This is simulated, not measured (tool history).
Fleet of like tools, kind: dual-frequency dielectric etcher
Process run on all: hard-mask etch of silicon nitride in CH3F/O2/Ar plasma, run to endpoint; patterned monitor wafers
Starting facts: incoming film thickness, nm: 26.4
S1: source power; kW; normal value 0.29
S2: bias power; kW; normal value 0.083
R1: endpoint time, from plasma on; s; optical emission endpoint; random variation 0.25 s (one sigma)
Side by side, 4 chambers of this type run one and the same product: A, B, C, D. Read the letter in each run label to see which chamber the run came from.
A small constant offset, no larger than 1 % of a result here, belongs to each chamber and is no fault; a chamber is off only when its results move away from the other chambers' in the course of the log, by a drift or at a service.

| run | hour | S1 | S2 | R1 |
|---|---|---|---|---|
| 1C | 6.4 | 0.29 | 0.083 | 41.439 |
| 2B | 11.6 | 0.29 | 0.083 | 40.825 |
| 3D | 19.1 | 0.29 | 0.083 | 40.68 |
| 4A | 27.2 | 0.29 | 0.083 | 40.478 |
|  | 28.5 | chamber A: wet clean of the chamber |
|  | 30.2 | chamber C: source power generator calibrated |
| 5A | 32.7 | 0.29 | 0.083 | 40.895 |
| 6D | 39.6 | 0.29 | 0.083 | 40.872 |
| 7B | 46 | 0.29 | 0.083 | 41.238 |
| 8C | 54.4 | 0.29 | 0.083 | 41.139 |
| 9A | 59.1 | 0.29 | 0.083 | 41.227 |
| 10C | 66.9 | 0.29 | 0.103 | 37.878 |
| 11B | 75.1 | 0.29 | 0.103 | 37.905 |
| 12D | 82.8 | 0.29 | 0.103 | 37.476 |
| 13A | 88.9 | 0.29 | 0.103 | 37.945 |
| 14C | 97.6 | 0.29 | 0.083 | 40.791 |
| 15D | 106.1 | 0.29 | 0.083 | 40.941 |
| 16B | 111.9 | 0.29 | 0.083 | 41.269 |
| 17C | 117.2 | 0.29 | 0.083 | 40.871 |
| 18D | 125.6 | 0.29 | 0.083 | 40.454 |
| 19B | 131.3 | 0.33 | 0.083 | 39.194 |
| 20A | 136.7 | 0.33 | 0.083 | 39.037 |
| 21A | 143.2 | 0.33 | 0.083 | 38.902 |
| 22C | 152.7 | 0.33 | 0.083 | 38.793 |
| 23D | 161.8 | 0.29 | 0.083 | 40.809 |
| 24B | 166.9 | 0.29 | 0.083 | 41.359 |
| 25B | 172.3 | 0.29 | 0.083 | 40.904 |
| 26A | 178.8 | 0.35 | 0.103 | 35.142 |
| 27D | 186.4 | 0.35 | 0.103 | 34.914 |
| 28C | 195 | 0.35 | 0.103 | 35.731 |
|  | 200.5 | chamber C: wet clean of the chamber |
| 29B | 204.6 | 0.35 | 0.103 | 35.504 |
|  | 209.7 | chamber D: source power generator calibrated |
| 30A | 209.9 | 0.29 | 0.083 | 40.837 |
| 31D | 216.1 | 0.29 | 0.083 | 40.745 |
| 32C | 221.4 | 0.29 | 0.083 | 40.865 |
| 33D | 229.7 | 0.29 | 0.083 | 40.941 |
| 34A | 235.6 | 0.29 | 0.083 | 41.183 |

Each of the 4 chambers runs these same settings next. Fill in every chamber's results:
| 35A | 242.8 | 0.23 | 0.083 | ? |
| 35B | 242.8 | 0.23 | 0.083 | ? |
| 35C | 242.8 | 0.23 | 0.083 | ? |
| 35D | 242.8 | 0.23 | 0.083 | ? |

| run | R1 |
|---|---|
| 35A | 44.689 |
| 35B | 44.865 |
| 35C | 44.082 |
| 35D | 44.738 |
